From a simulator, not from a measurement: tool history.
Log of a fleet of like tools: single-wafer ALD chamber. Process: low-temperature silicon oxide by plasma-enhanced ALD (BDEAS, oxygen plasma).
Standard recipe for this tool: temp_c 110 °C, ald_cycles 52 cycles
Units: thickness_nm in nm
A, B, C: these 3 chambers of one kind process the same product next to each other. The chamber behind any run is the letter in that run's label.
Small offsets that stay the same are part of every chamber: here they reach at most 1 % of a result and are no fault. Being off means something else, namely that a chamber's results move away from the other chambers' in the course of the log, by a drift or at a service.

run   hour  temp_c  ald_cycles  hours since the last thermocouple change  read-back reference wafer on the same gauge, thickness_nm  thickness_nm
 1B    7.5     110          52                                     704.7                                                     7.2363        7.3571
 2C   12.9     110          52                                    2420.8                                                     7.2447        7.2751
 3A   22.5     110          52                                    1202.6                                                     7.2471        7.3595
 4B   32.4     110          52                                     729.6                                                     7.2343        7.3838
 5A   41.3     110          52                                    1221.4                                                     7.2345        7.2663
 6C   46.9     110          52                                    2454.8                                                     7.2316        7.3206
 7C   55.6     100          52                                    2463.5                                                     7.2461        7.4259
 8B   62.7     100          52                                     759.9                                                     7.2371        7.4764
 9A     69     100          52                                    1249.1                                                     7.2295        7.4043
10C   78.1     110          52                                      2486                                                     7.2383         7.297
11A   85.2     110          52                                    1265.3                                                     7.2372        7.2817
12B     94     110          52                                     791.2                                                     7.2373        7.3221
13B    101     110          52                                     798.2                                                     7.2323          7.32
14C  107.2     110          43                                    2515.1                                                     7.2451        6.0453
15A  113.2     110          43                                    1293.3                                                     7.2448        6.0638
16A  120.9     110          43                                      1301                                                     7.2463        6.0008
17C  125.6     110          52                                    2533.5                                                      7.242        7.3125
18B  132.3     110          46                                     829.5                                                     7.2367        6.5241
19C  138.4     110          46                                    2546.3                                                      7.247        6.4251
20A  144.1     110          46                                    1324.2                                                       7.23        6.4381
21B  153.4     110          52                                     850.6                                                     7.2336        7.3553
22C    160     110          52                                    2567.9                                                     7.2424        7.3038
23A    166     110          52                                    1346.1                                                     7.2437        7.2413
24B  172.5     103          42                                     869.7                                                      7.239        6.0228

Next, every chamber runs the same settings. What will each give?
25A  179.6     110          52                                                                                                                  ?
25B  179.6     110          52                                                                                                                  ?
25C  179.6     110          52                                                                                                                  ?

run  thickness_nm
25A        7.2588
25B        7.3025
25C        7.2866

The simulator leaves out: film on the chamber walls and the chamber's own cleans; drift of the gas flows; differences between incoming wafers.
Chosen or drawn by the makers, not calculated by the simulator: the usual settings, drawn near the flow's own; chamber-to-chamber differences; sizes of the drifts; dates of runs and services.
